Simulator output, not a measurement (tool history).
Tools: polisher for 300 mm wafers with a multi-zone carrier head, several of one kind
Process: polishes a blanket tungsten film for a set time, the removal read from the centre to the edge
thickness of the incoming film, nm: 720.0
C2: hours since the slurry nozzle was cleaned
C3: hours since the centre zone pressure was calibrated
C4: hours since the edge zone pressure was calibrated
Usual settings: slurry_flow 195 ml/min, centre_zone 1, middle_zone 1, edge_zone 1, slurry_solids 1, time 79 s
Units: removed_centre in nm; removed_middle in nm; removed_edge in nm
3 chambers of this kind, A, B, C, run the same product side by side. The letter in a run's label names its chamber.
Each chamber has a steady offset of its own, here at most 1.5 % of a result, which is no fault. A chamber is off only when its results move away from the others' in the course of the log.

-- hour=1.8 chamber B: edge zone pressure recalibrated
run 1A hour=7 | slurry_flow=195 centre_zone=1 middle_zone=1 edge_zone=1 slurry_solids=1 time=79 | wafers_polished_on_this_pad=703 C2=18.3 C3=622.4 C4=371.9 | removed_centre=206.26 removed_middle=206.58 removed_edge=208.65
run 2B hour=13 | slurry_flow=195 centre_zone=1 middle_zone=1 edge_zone=1 slurry_solids=1 time=79 | wafers_polished_on_this_pad=592 C2=180.8 C3=275.7 C4=11.2 | removed_centre=205.07 removed_middle=211.61 removed_edge=207.34
-- hour=13.6 chamber A: worn pad replaced by a new one
run 3C hour=19.7 | slurry_flow=195 centre_zone=1 middle_zone=1 edge_zone=1 slurry_solids=1 time=79 | wafers_polished_on_this_pad=795 C2=168.3 C3=513.1 C4=103 | removed_centre=208.57 removed_middle=210.2 removed_edge=203.82
-- hour=22.2 chamber B: worn pad replaced by a new one
-- hour=22.9 chamber C: worn pad replaced by a new one
run 4A hour=27.7 | slurry_flow=195 centre_zone=1 middle_zone=1 edge_zone=1 slurry_solids=1 time=79 | wafers_polished_on_this_pad=179 C2=39 C3=643.1 C4=392.6 | removed_centre=207.16 removed_middle=206.66 removed_edge=208.81
run 5C hour=33.2 | slurry_flow=195 centre_zone=1 middle_zone=1 edge_zone=1 slurry_solids=1 time=79 | wafers_polished_on_this_pad=131 C2=181.8 C3=526.6 C4=116.5 | removed_centre=207.44 removed_middle=207.85 removed_edge=203.33
run 6B hour=37.3 | slurry_flow=195 centre_zone=1 middle_zone=1 edge_zone=1 slurry_solids=1 time=79 | wafers_polished_on_this_pad=191 C2=205.1 C3=300 C4=35.5 | removed_centre=201.86 removed_middle=206.28 removed_edge=203.09
run 7C hour=41.6 | slurry_flow=195 centre_zone=1 middle_zone=1.1 edge_zone=1.06 slurry_solids=1 time=79 | wafers_polished_on_this_pad=237 C2=190.2 C3=535 C4=124.9 | removed_centre=205.55 removed_middle=226.39 removed_edge=208.97
run 8A hour=49.6 | slurry_flow=195 centre_zone=1 middle_zone=1.1 edge_zone=1.06 slurry_solids=1 time=79 | wafers_polished_on_this_pad=456 C2=60.9 C3=665 C4=414.5 | removed_centre=209.14 removed_middle=225.75 removed_edge=213.9
run 9B hour=56.5 | slurry_flow=195 centre_zone=1 middle_zone=1.1 edge_zone=1.06 slurry_solids=1 time=79 | wafers_polished_on_this_pad=435 C2=224.3 C3=319.2 C4=54.7 | removed_centre=204.9 removed_middle=226.67 removed_edge=211.41
run 10A hour=61.9 | slurry_flow=195 centre_zone=1.04 middle_zone=0.94 edge_zone=1 slurry_solids=1 time=79 | wafers_polished_on_this_pad=612 C2=73.2 C3=677.3 C4=426.8 | removed_centre=214.8 removed_middle=196.99 removed_edge=207.93
-- hour=67.4 chamber A: worn pad replaced by a new one
run 11C hour=67.9 | slurry_flow=195 centre_zone=1.04 middle_zone=0.94 edge_zone=1 slurry_solids=1 time=79 | wafers_polished_on_this_pad=571 C2=216.5 C3=561.3 C4=151.2 | removed_centre=216.92 removed_middle=195.39 removed_edge=204.56
-- hour=68.2 chamber C: centre zone pressure recalibrated
run 12B hour=73.4 | slurry_flow=195 centre_zone=1.04 middle_zone=0.94 edge_zone=1 slurry_solids=1 time=79 | wafers_polished_on_this_pad=649 C2=241.2 C3=336.1 C4=71.6 | removed_centre=211.44 removed_middle=192.52 removed_edge=204.84
run 13B hour=78.5 | slurry_flow=195 centre_zone=1 middle_zone=1 edge_zone=1 slurry_solids=1 time=79 | wafers_polished_on_this_pad=714 C2=246.3 C3=341.2 C4=76.7 | removed_centre=202.93 removed_middle=207.77 removed_edge=210.3
run 14A hour=83.2 | slurry_flow=195 centre_zone=1 middle_zone=1 edge_zone=1 slurry_solids=1 time=79 | wafers_polished_on_this_pad=201 C2=94.5 C3=698.6 C4=448.1 | removed_centre=209.72 removed_middle=206.57 removed_edge=205.22
-- hour=86.7 chamber B: worn pad replaced by a new one
run 15C hour=89.7 | slurry_flow=195 centre_zone=1.08 middle_zone=1 edge_zone=1 slurry_solids=1.25 time=79 | wafers_polished_on_this_pad=848 C2=238.3 C3=21.5 C4=173 | removed_centre=224.5 removed_middle=218.96 removed_edge=214.37
-- hour=91.4 chamber B: centre zone pressure recalibrated
run 16B hour=95.7 | slurry_flow=195 centre_zone=1.08 middle_zone=1 edge_zone=1 slurry_solids=1.25 time=79 | wafers_polished_on_this_pad=114 C2=263.5 C3=4.4 C4=93.9 | removed_centre=231.44 removed_middle=219.06 removed_edge=219.08
-- hour=97.6 chamber C: worn pad replaced by a new one
run 17A hour=103.7 | slurry_flow=195 centre_zone=1.08 middle_zone=1 edge_zone=1 slurry_solids=1.25 time=79 | wafers_polished_on_this_pad=461 C2=115 C3=719.1 C4=468.6 | removed_centre=238.42 removed_middle=221.96 removed_edge=217.09
run 18C hour=109.9 | slurry_flow=195 centre_zone=1 middle_zone=1 edge_zone=1 slurry_solids=1 time=79 | wafers_polished_on_this_pad=156 C2=258.5 C3=41.7 C4=193.2 | removed_centre=195.81 removed_middle=207.47 removed_edge=205.92
run 19A hour=117.5 | slurry_flow=195 centre_zone=1 middle_zone=1 edge_zone=1 slurry_solids=1 time=79 | wafers_polished_on_this_pad=636 C2=128.8 C3=732.9 C4=482.4 | removed_centre=210.18 removed_middle=205.63 removed_edge=204.76
run 20B hour=124.1 | slurry_flow=195 centre_zone=1 middle_zone=1 edge_zone=1 slurry_solids=1 time=79 | wafers_polished_on_this_pad=474 C2=291.9 C3=32.8 C4=122.3 | removed_centre=202.87 removed_middle=208.59 removed_edge=208.93
-- hour=128.7 chamber A: worn pad replaced by a new one
run 21C hour=132.4 | slurry_flow=195 centre_zone=1 middle_zone=1 edge_zone=1 slurry_solids=1 time=79 | wafers_polished_on_this_pad=441 C2=281 C3=64.2 C4=215.7 | removed_centre=196.42 removed_middle=206.35 removed_edge=206.11
run 22A hour=136.5 | slurry_flow=195 centre_zone=1 middle_zone=1 edge_zone=1 slurry_solids=1 time=79 | wafers_polished_on_this_pad=99 C2=147.8 C3=751.9 C4=501.4 | removed_centre=208.33 removed_middle=208.54 removed_edge=206.87
run 23C hour=144.3 | slurry_flow=195 centre_zone=1 middle_zone=1 edge_zone=1 slurry_solids=1 time=79 | wafers_polished_on_this_pad=592 C2=292.9 C3=76.1 C4=227.6 | removed_centre=196.4 removed_middle=206.76 removed_edge=201.25
run 24B hour=152.5 | slurry_flow=195 centre_zone=1 middle_zone=1 edge_zone=1 slurry_solids=1.1 time=79 | wafers_polished_on_this_pad=835 C2=320.3 C3=61.2 C4=150.7 | removed_centre=207.9 removed_middle=212.03 removed_edge=210.33

Next, every chamber runs the same settings. What will each give?
run 25A hour=159 | slurry_flow=195 centre_zone=1 middle_zone=1 edge_zone=1 slurry_solids=1 time=102 | removed_centre=? removed_middle=? removed_edge=?
run 25B hour=159 | slurry_flow=195 centre_zone=1 middle_zone=1 edge_zone=1 slurry_solids=1 time=102 | removed_centre=? removed_middle=? removed_edge=?
run 25C hour=159 | slurry_flow=195 centre_zone=1 middle_zone=1 edge_zone=1 slurry_solids=1 time=102 | removed_centre=? removed_middle=? removed_edge=?

run=25A removed_centre=268.38 removed_middle=265.27 removed_edge=263.54
run=25B removed_centre=262.41 removed_middle=267.46 removed_edge=266.87
run=25C removed_centre=254.07 removed_middle=267.66 removed_edge=264.19

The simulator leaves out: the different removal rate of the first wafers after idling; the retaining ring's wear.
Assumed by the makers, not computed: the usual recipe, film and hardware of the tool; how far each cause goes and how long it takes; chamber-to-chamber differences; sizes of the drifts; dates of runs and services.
